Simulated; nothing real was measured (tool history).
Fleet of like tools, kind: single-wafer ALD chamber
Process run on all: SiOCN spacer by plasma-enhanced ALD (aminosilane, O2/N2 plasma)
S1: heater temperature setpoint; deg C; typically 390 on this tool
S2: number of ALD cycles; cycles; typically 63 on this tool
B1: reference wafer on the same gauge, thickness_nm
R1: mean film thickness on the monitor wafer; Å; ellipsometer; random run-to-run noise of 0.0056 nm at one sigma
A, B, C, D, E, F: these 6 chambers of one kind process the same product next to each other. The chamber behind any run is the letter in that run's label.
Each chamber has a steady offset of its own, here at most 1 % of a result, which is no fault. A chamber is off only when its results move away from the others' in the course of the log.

{"run": "1D", "hour": 3.4, "S1": 390, "S2": 63, "B1": 4.0691, "R1": 38.034}
{"run": "2B", "hour": 7.1, "S1": 390, "S2": 63, "B1": 4.0699, "R1": 37.981}
{"run": "3F", "hour": 12.6, "S1": 390, "S2": 63, "B1": 4.0678, "R1": 37.956}
{"run": "4A", "hour": 16.5, "S1": 390, "S2": 63, "B1": 4.0676, "R1": 38.116}
{"run": "5C", "hour": 19.9, "S1": 390, "S2": 63, "B1": 4.0683, "R1": 38.064}
{"run": "6E", "hour": 26.9, "S1": 390, "S2": 63, "B1": 4.0658, "R1": 38.05}
{"run": "7D", "hour": 30.8, "S1": 390, "S2": 63, "B1": 4.0669, "R1": 37.862}
{"run": "8B", "hour": 34.7, "S1": 390, "S2": 63, "B1": 4.0653, "R1": 37.967}
{"run": "9A", "hour": 41.0, "S1": 390, "S2": 63, "B1": 4.0648, "R1": 38.162}
{"run": "10E", "hour": 44.9, "S1": 376, "S2": 55, "B1": 4.0642, "R1": 33.173}
{"run": "11C", "hour": 50.4, "S1": 376, "S2": 55, "B1": 4.0633, "R1": 33.141}
{"run": "12F", "hour": 56.6, "S1": 376, "S2": 55, "B1": 4.0622, "R1": 33.17}
{"run": "13A", "hour": 63.7, "S1": 376, "S2": 55, "B1": 4.0616, "R1": 33.311}
{"run": "14D", "hour": 69.1, "S1": 376, "S2": 55, "B1": 4.0609, "R1": 33.025}
{"run": "15B", "hour": 75.4, "S1": 376, "S2": 55, "B1": 4.06, "R1": 33.011}
{"run": "16C", "hour": 81.9, "S1": 390, "S2": 63, "B1": 4.0611, "R1": 37.981}
{"run": "17F", "hour": 89.0, "S1": 390, "S2": 63, "B1": 4.0576, "R1": 37.922}
{"run": "18E", "hour": 93.3, "S1": 390, "S2": 63, "B1": 4.0577, "R1": 37.924}
{"run": "19B", "hour": 97.2, "S1": 390, "S2": 63, "B1": 4.0569, "R1": 37.917}
{"run": "20E", "hour": 101.0, "S1": 390, "S2": 63, "B1": 4.0576, "R1": 38.092}
{"run": "21C", "hour": 107.1, "S1": 378, "S2": 67, "B1": 4.0564, "R1": 40.318}
{"run": "22F", "hour": 112.7, "S1": 378, "S2": 67, "B1": 4.0555, "R1": 40.354}
{"run": "23A", "hour": 117.4, "S1": 378, "S2": 67, "B1": 4.0547, "R1": 40.464}
{"run": "24D", "hour": 121.8, "S1": 378, "S2": 67, "B1": 4.0538, "R1": 40.17}
{"run": "25C", "hour": 126.0, "S1": 378, "S2": 67, "B1": 4.0524, "R1": 40.356}
{"run": "26E", "hour": 130.2, "S1": 378, "S2": 67, "B1": 4.0531, "R1": 40.461}
{"run": "27F", "hour": 135.1, "S1": 390, "S2": 63, "B1": 4.053, "R1": 37.873}
{"run": "28D", "hour": 140.6, "S1": 390, "S2": 63, "B1": 4.0521, "R1": 37.891}
{"run": "29A", "hour": 147.7, "S1": 390, "S2": 63, "B1": 4.0511, "R1": 38.05}
{"run": "30B", "hour": 151.7, "S1": 390, "S2": 63, "B1": 4.0499, "R1": 37.743}
{"run": "31B", "hour": 155.7, "S1": 390, "S2": 58, "B1": 4.0497, "R1": 34.789}
{"run": "32D", "hour": 162.7, "S1": 390, "S2": 58, "B1": 4.0478, "R1": 34.76}
{"run": "33C", "hour": 168.5, "S1": 390, "S2": 58, "B1": 4.048, "R1": 34.9}
{"run": "34E", "hour": 172.9, "S1": 390, "S2": 58, "B1": 4.0462, "R1": 34.831}
{"run": "35A", "hour": 179.9, "S1": 390, "S2": 58, "B1": 4.0457, "R1": 34.932}
{"run": "36F", "hour": 185.2, "S1": 390, "S2": 58, "B1": 4.0453, "R1": 34.809}

Does one chamber stand apart from the rest, does the shared gauge drift, or is all well apart from small per-chamber offsets? Give the chamber and the most likely cause, where there is one.

The shared gauge is drifting. All chambers look as if they move in step, but none is off.
Likeliest cause: gauge reads low (%) = 0.609.
